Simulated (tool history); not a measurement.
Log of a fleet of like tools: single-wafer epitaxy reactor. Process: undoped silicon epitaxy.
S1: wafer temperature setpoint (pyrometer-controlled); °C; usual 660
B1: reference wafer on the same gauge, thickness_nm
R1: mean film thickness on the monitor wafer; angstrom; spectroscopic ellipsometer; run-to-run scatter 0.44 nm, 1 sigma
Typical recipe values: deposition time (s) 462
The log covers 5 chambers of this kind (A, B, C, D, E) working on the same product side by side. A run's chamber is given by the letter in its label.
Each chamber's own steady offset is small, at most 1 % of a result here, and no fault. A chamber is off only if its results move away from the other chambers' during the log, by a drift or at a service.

{"run": "1B", "day": 0.15, "S1": 660, "deposition time (s)": 462, "B1": 82.989, "R1": 961.37}
{"run": "2C", "day": 0.308, "S1": 660, "deposition time (s)": 462, "B1": 82.989, "R1": 959.41}
{"run": "3D", "day": 0.446, "S1": 660, "deposition time (s)": 462, "B1": 82.956, "R1": 949.49}
{"run": "4E", "day": 0.638, "S1": 660, "deposition time (s)": 462, "B1": 83.028, "R1": 972.15}
{"run": "5A", "day": 0.833, "S1": 660, "deposition time (s)": 462, "B1": 82.998, "R1": 975.25}
{"run": "6E", "day": 1.025, "S1": 660, "deposition time (s)": 462, "B1": 83.016, "R1": 967.65}
{"run": "7A", "day": 1.217, "S1": 660, "deposition time (s)": 462, "B1": 83.061, "R1": 967.33}
{"run": "8D", "day": 1.317, "S1": 660, "deposition time (s)": 462, "B1": 82.95, "R1": 956.41}
{"run": "9B", "day": 1.433, "S1": 660, "deposition time (s)": 462, "B1": 82.935, "R1": 947.76}
{"run": "10C", "day": 1.538, "S1": 660, "deposition time (s)": 462, "B1": 83.002, "R1": 960.76}
{"run": "11B", "day": 1.738, "S1": 660, "deposition time (s)": 462, "B1": 83.057, "R1": 958.11}
{"run": "12E", "day": 1.896, "S1": 660, "deposition time (s)": 462, "B1": 82.973, "R1": 962.25}
{"run": "13A", "day": 2.062, "S1": 660, "deposition time (s)": 462, "B1": 82.998, "R1": 963.62}
{"day": 2.142, "done": "chamber C: pyrometer calibrated"}
{"run": "14C", "day": 2.179, "S1": 660, "deposition time (s)": 462, "B1": 83.008, "R1": 963.82}
{"run": "15D", "day": 2.388, "S1": 660, "deposition time (s)": 462, "B1": 82.958, "R1": 949.3}
{"run": "16E", "day": 2.504, "S1": 660, "deposition time (s)": 462, "B1": 82.946, "R1": 972.97}
{"run": "17D", "day": 2.688, "S1": 660, "deposition time (s)": 462, "B1": 82.908, "R1": 955.09}
{"run": "18A", "day": 2.842, "S1": 660, "deposition time (s)": 462, "B1": 83.049, "R1": 990.0}
{"run": "19C", "day": 2.942, "S1": 660, "deposition time (s)": 462, "B1": 83.01, "R1": 967.49}
{"run": "20B", "day": 3.071, "S1": 660, "deposition time (s)": 462, "B1": 83.026, "R1": 963.15}
{"run": "21D", "day": 3.183, "S1": 660, "deposition time (s)": 373, "B1": 83.023, "R1": 766.35}
{"run": "22C", "day": 3.354, "S1": 660, "deposition time (s)": 373, "B1": 82.946, "R1": 773.63}
{"run": "23B", "day": 3.488, "S1": 660, "deposition time (s)": 373, "B1": 83.053, "R1": 774.31}
{"run": "24E", "day": 3.65, "S1": 660, "deposition time (s)": 373, "B1": 83.017, "R1": 778.53}
{"run": "25A", "day": 3.8, "S1": 660, "deposition time (s)": 373, "B1": 83.029, "R1": 800.38}
{"run": "26A", "day": 3.938, "S1": 660, "deposition time (s)": 413, "B1": 82.901, "R1": 891.69}
{"run": "27D", "day": 4.117, "S1": 660, "deposition time (s)": 413, "B1": 83.018, "R1": 849.9}
{"run": "28B", "day": 4.217, "S1": 660, "deposition time (s)": 413, "B1": 82.987, "R1": 860.86}
{"run": "29C", "day": 4.321, "S1": 660, "deposition time (s)": 413, "B1": 82.994, "R1": 860.99}
{"run": "30E", "day": 4.525, "S1": 660, "deposition time (s)": 413, "B1": 83.141, "R1": 863.97}
{"run": "31B", "day": 4.621, "S1": 660, "deposition time (s)": 462, "B1": 83.059, "R1": 960.44}
{"run": "32C", "day": 4.762, "S1": 660, "deposition time (s)": 462, "B1": 83.035, "R1": 951.63}
{"run": "33E", "day": 4.912, "S1": 653, "deposition time (s)": 462, "B1": 83.001, "R1": 832.22}
{"run": "34D", "day": 5.062, "S1": 653, "deposition time (s)": 462, "B1": 82.887, "R1": 820.09}
{"run": "35A", "day": 5.15, "S1": 653, "deposition time (s)": 462, "B1": 82.981, "R1": 876.52}
{"run": "36D", "day": 5.312, "S1": 653, "deposition time (s)": 462, "B1": 82.935, "R1": 826.73}
{"run": "37C", "day": 5.404, "S1": 653, "deposition time (s)": 462, "B1": 82.993, "R1": 831.4}
{"run": "38B", "day": 5.562, "S1": 660, "deposition time (s)": 462, "B1": 83.031, "R1": 961.37}
{"run": "39E", "day": 5.708, "S1": 660, "deposition time (s)": 462, "B1": 82.903, "R1": 965.84}
{"run": "40A", "day": 5.896, "S1": 660, "deposition time (s)": 462, "B1": 82.957, "R1": 1021.6}

Is one chamber out of step, is the gauge drifting, or do the chambers differ by no more than their own small offsets? For an off chamber, give its letter and the likeliest cause.

It is chamber A that slowly wanders off from its peers.
Most likely cause: wafer temperature above the value expected at the setpoint (K) = 2.97.

Which of the 4 candidates below, each the usual settings with something changed and its results left as question marks, puts chamber A back in line with what the other chambers give on the usual settings?
In line here means within this much of the mean the other chambers give on the usual settings: R1 15.00 angstrom
{"run": "41A-1", "day": 6.046, "S1": 660, "deposition time (s)": 495, "R1": "?"}
{"run": "41A-2", "day": 6.046, "S1": 655, "deposition time (s)": 441, "R1": "?"}
{"run": "41A-3", "day": 6.046, "S1": 660, "deposition time (s)": 429, "R1": "?"}
{"run": "41A-4", "day": 6.046, "S1": 660, "deposition time (s)": 539, "R1": "?"}

Average result of the remaining chambers running the usual settings: R1 960.91 angstrom
run=41A-1 R1=1106.20
run=41A-2 R1=887.33
run=41A-3 R1=958.67
run=41A-4 R1=1204.50
41A-3 is the one that brings the chamber's results back in line with the other chambers.

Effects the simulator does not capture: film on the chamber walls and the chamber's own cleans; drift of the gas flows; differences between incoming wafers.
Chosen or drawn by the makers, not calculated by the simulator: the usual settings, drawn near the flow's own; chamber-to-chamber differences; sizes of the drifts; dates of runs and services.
